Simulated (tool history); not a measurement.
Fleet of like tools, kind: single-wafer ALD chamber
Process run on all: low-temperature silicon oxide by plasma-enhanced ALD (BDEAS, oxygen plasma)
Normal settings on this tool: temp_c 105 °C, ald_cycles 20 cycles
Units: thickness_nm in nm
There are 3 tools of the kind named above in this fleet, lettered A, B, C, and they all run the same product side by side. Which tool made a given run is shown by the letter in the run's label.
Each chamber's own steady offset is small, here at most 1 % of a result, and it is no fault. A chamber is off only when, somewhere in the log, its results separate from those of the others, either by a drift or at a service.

| run | day | temp_c | ald_cycles | hours since the last thermocouple change | read-back reference wafer on the same gauge, thickness_nm | thickness_nm |
|---|---|---|---|---|---|---|
| 1A | 0.392 | 105 | 20 | 1221 | 2.7302 | 2.8303 |
| 2C | 0.733 | 105 | 20 | 134.7 | 2.7285 | 2.8483 |
| 3B | 1.175 | 105 | 20 | 259.3 | 2.7281 | 2.8224 |
| 4B | 1.604 | 105 | 20 | 269.6 | 2.7272 | 2.8205 |
| 5A | 1.862 | 105 | 20 | 1256.3 | 2.7274 | 2.834 |
| 6C | 2.308 | 105 | 20 | 172.5 | 2.7265 | 2.8362 |
| 7B | 2.588 | 105 | 20 | 293.2 | 2.7259 | 2.8165 |
| 8A | 2.888 | 105 | 20 | 1280.9 | 2.7263 | 2.824 |
| 9C | 3.35 | 105 | 20 | 197.5 | 2.7249 | 2.85 |
| 10C | 3.746 | 105 | 20 | 207 | 2.7244 | 2.8452 |
| 11A | 4.183 | 105 | 20 | 1312 | 2.7235 | 2.8262 |
| 12B | 4.688 | 105 | 20 | 343.6 | 2.7228 | 2.8138 |
| 13C | 4.967 | 105 | 20 | 236.3 | 2.7221 | 2.8397 |
| 14A | 5.304 | 118 | 20 | 1338.9 | 2.7222 | 2.7635 |
| 15B | 5.783 | 118 | 20 | 369.9 | 2.7214 | 2.7537 |
| 16B | 6.192 | 118 | 20 | 379.7 | 2.7212 | 2.7501 |
| 17A | 6.588 | 105 | 20 | 1369.7 | 2.7197 | 2.8253 |
| 18C | 6.846 | 105 | 20 | 281.4 | 2.7189 | 2.8383 |
| 19B | 7.308 | 105 | 20 | 406.5 | 2.7184 | 2.8144 |
| 20C | 7.775 | 105 | 20 | 303.7 | 2.7182 | 2.8374 |
| 21A | 8.096 | 105 | 20 | 1405.9 | 2.7173 | 2.8229 |
| 22B | 8.375 | 105 | 20 | 432.1 | 2.7166 | 2.8117 |
| 23C | 8.7 | 105 | 20 | 325.9 | 2.7161 | 2.8321 |
| 24A | 9.179 | 105 | 20 | 1431.9 | 2.7164 | 2.8198 |
| 25C | 9.604 | 105 | 20 | 347.6 | 2.7161 | 2.8371 |
|  | 9.621 | chamber A: thermocouple changed; heater temperature recalibrated |
| 26A | 9.942 | 118 | 16 | 7.7 | 2.7148 | 2.201 |

Is one chamber off against the others, does the gauge drift, or is nothing wrong? If a chamber is off, say which, and what the likeliest cause is.

Every chamber seems to shift together because the gauge that measures them all drifts; the chambers themselves are fine.
What lies behind it: gauge reads low (%) = 0.571.
